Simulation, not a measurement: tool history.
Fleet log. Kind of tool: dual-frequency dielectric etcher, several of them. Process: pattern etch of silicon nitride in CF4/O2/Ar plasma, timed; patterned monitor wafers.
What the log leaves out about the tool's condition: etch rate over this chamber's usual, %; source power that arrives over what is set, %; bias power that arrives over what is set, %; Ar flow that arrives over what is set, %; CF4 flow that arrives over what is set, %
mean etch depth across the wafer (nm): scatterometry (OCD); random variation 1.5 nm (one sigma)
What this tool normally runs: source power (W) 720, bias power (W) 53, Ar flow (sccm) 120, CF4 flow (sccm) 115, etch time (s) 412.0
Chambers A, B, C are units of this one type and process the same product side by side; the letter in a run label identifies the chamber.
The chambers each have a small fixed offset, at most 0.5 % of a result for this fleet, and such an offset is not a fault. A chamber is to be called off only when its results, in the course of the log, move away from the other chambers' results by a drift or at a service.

| run | day | source power (W) | bias power (W) | Ar flow (sccm) | CF4 flow (sccm) | etch time (s) | hours since the last wet clean | hours since the last source power generator calibration | hours since the last bias power generator calibration | hours since the last Ar flow controller change | hours since the last CF4 flow controller change | read-back reference wafer on the same gauge, depth_nm | mean etch depth across the wafer (nm) |
|---|---|---|---|---|---|---|---|---|---|---|---|---|---|
| 1A | 0.288 | 720 | 53 | 120 | 115 | 412.0 | 149.5 | 1512.6 | 246.6 | 1038.5 | 1864.0 | 1170.0 | 1092.60 |
| 2C | 0.521 | 720 | 53 | 120 | 115 | 412.0 | 243.0 | 358.8 | 949.2 | 1597.8 | 3611.7 | 1170.2 | 1096.50 |
| 3B | 0.808 | 720 | 53 | 120 | 115 | 412.0 | 176.2 | 2621.9 | 1771.7 | 3247.6 | 3507.0 | 1170.6 | 1090.80 |
| 4A | 1.175 | 720 | 53 | 120 | 115 | 412.0 | 170.8 | 1533.9 | 267.9 | 1059.8 | 1885.3 | 1171.0 | 1093.60 |
| 5B | 1.458 | 720 | 53 | 120 | 115 | 412.0 | 191.8 | 2637.5 | 1787.3 | 3263.2 | 3522.6 | 1171.1 | 1094.60 |
| 6C | 1.667 | 720 | 53 | 120 | 115 | 412.0 | 270.5 | 386.3 | 976.7 | 1625.3 | 3639.2 | 1171.4 | 1096.50 |
| 7A | 1.854 | 720 | 53 | 120 | 115 | 412.0 | 187.1 | 1550.2 | 284.2 | 1076.1 | 1901.6 | 1171.2 | 1095.70 |
| 8C | 2.025 | 720 | 53 | 120 | 115 | 412.0 | 279.1 | 394.9 | 985.3 | 1633.9 | 3647.8 | 1171.1 | 1092.60 |
| 9B | 2.229 | 720 | 53 | 120 | 115 | 412.0 | 210.3 | 2656.0 | 1805.8 | 3281.7 | 3541.1 | 1171.5 | 1095.00 |
| 10C | 2.567 | 720 | 53 | 120 | 115 | 412.0 | 292.1 | 407.9 | 998.3 | 1646.9 | 3660.8 | 1171.8 | 1096.80 |
| 11A | 2.762 | 720 | 53 | 120 | 115 | 412.0 | 208.9 | 1572.0 | 306.0 | 1097.9 | 1923.4 | 1171.6 | 1096.60 |
| 12B | 3.071 | 720 | 53 | 120 | 115 | 412.0 | 230.5 | 2676.2 | 1826.0 | 3301.9 | 3561.3 | 1171.5 | 1094.30 |
| 13C | 3.458 | 720 | 53 | 120 | 115 | 412.0 | 313.5 | 429.3 | 1019.7 | 1668.3 | 3682.2 | 1172.1 | 1096.60 |
| 14A | 3.808 | 640 | 53 | 99 | 115 | 412.0 | 234.0 | 1597.1 | 331.1 | 1123.0 | 1948.5 | 1172.9 | 1013.50 |
| 15B | 4.158 | 640 | 53 | 99 | 115 | 412.0 | 256.6 | 2702.3 | 1852.1 | 3328.0 | 3587.4 | 1173.1 | 1012.20 |
| 16A | 4.504 | 640 | 53 | 99 | 115 | 412.0 | 250.7 | 1613.8 | 347.8 | 1139.7 | 1965.2 | 1173.2 | 1014.50 |
| 17B | 4.742 | 720 | 53 | 120 | 115 | 412.0 | 270.6 | 2716.3 | 1866.1 | 3342.0 | 3601.4 | 1173.2 | 1095.90 |
| 18C | 5.104 | 720 | 53 | 120 | 115 | 412.0 | 353.0 | 468.8 | 1059.2 | 1707.8 | 3721.7 | 1173.7 | 1098.80 |
| 19A | 5.467 | 720 | 53 | 120 | 115 | 412.0 | 273.8 | 1636.9 | 370.9 | 1162.8 | 1988.3 | 1173.8 | 1097.00 |
| 20B | 5.833 | 720 | 53 | 120 | 115 | 412.0 | 296.8 | 2742.5 | 1892.3 | 3368.2 | 3627.6 | 1174.4 | 1096.30 |
| 21C | 6.050 | 720 | 53 | 120 | 115 | 412.0 | 375.7 | 491.5 | 1081.9 | 1730.5 | 3744.4 | 1174.1 | 1101.90 |
| 22C | 6.421 | 720 | 53 | 120 | 115 | 412.0 | 384.6 | 500.4 | 1090.8 | 1739.4 | 3753.3 | 1174.8 | 1097.00 |
| 23B | 6.775 | 720 | 53 | 120 | 115 | 412.0 | 319.4 | 2765.1 | 1914.9 | 3390.8 | 3650.2 | 1174.6 | 1096.40 |
| 24A | 7.012 | 720 | 53 | 130 | 115 | 348.5 | 310.9 | 1674.0 | 408.0 | 1199.9 | 2025.4 | 1174.9 | 917.65 |
| 25A | 7.375 | 720 | 53 | 130 | 115 | 348.5 | 319.6 | 1682.7 | 416.7 | 1208.6 | 2034.1 | 1175.2 | 920.41 |
| 26C | 7.708 | 720 | 53 | 130 | 115 | 348.5 | 415.5 | 531.3 | 1121.7 | 1770.3 | 3784.2 | 1175.7 | 922.27 |
| 27B | 7.908 | 720 | 53 | 120 | 115 | 412.0 | 346.6 | 2792.3 | 1942.1 | 3418.0 | 3677.4 | 1175.8 | 1099.30 |
| 28B | 8.254 | 720 | 53 | 120 | 115 | 412.0 | 354.9 | 2800.6 | 1950.4 | 3426.3 | 3685.7 | 1176.3 | 1099.90 |
| 29C | 8.633 | 720 | 59 | 120 | 115 | 412.0 | 437.7 | 553.5 | 1143.9 | 1792.5 | 3806.4 | 1176.3 | 1147.40 |
| 30A | 8.808 | 720 | 59 | 120 | 115 | 412.0 | 354.0 | 1717.1 | 451.1 | 1243.0 | 2068.5 | 1176.6 | 1143.70 |
| 31A | 9.146 | 720 | 59 | 120 | 115 | 412.0 | 362.1 | 1725.2 | 459.2 | 1251.1 | 2076.6 | 1176.2 | 1144.60 |

Predict what each chamber gives when all 3 of them run the settings below next.
| 32A | 9.425 | 720 | 53 | 120 | 115 | 412.0 |  |  |  |  |  |  | ? |
| 32B | 9.425 | 720 | 53 | 120 | 115 | 412.0 |  |  |  |  |  |  | ? |
| 32C | 9.425 | 720 | 53 | 120 | 115 | 412.0 |  |  |  |  |  |  | ? |

| run | mean etch depth across the wafer (nm) |
|---|---|
| 32A | 1101.60 |
| 32B | 1100.20 |
| 32C | 1103.60 |
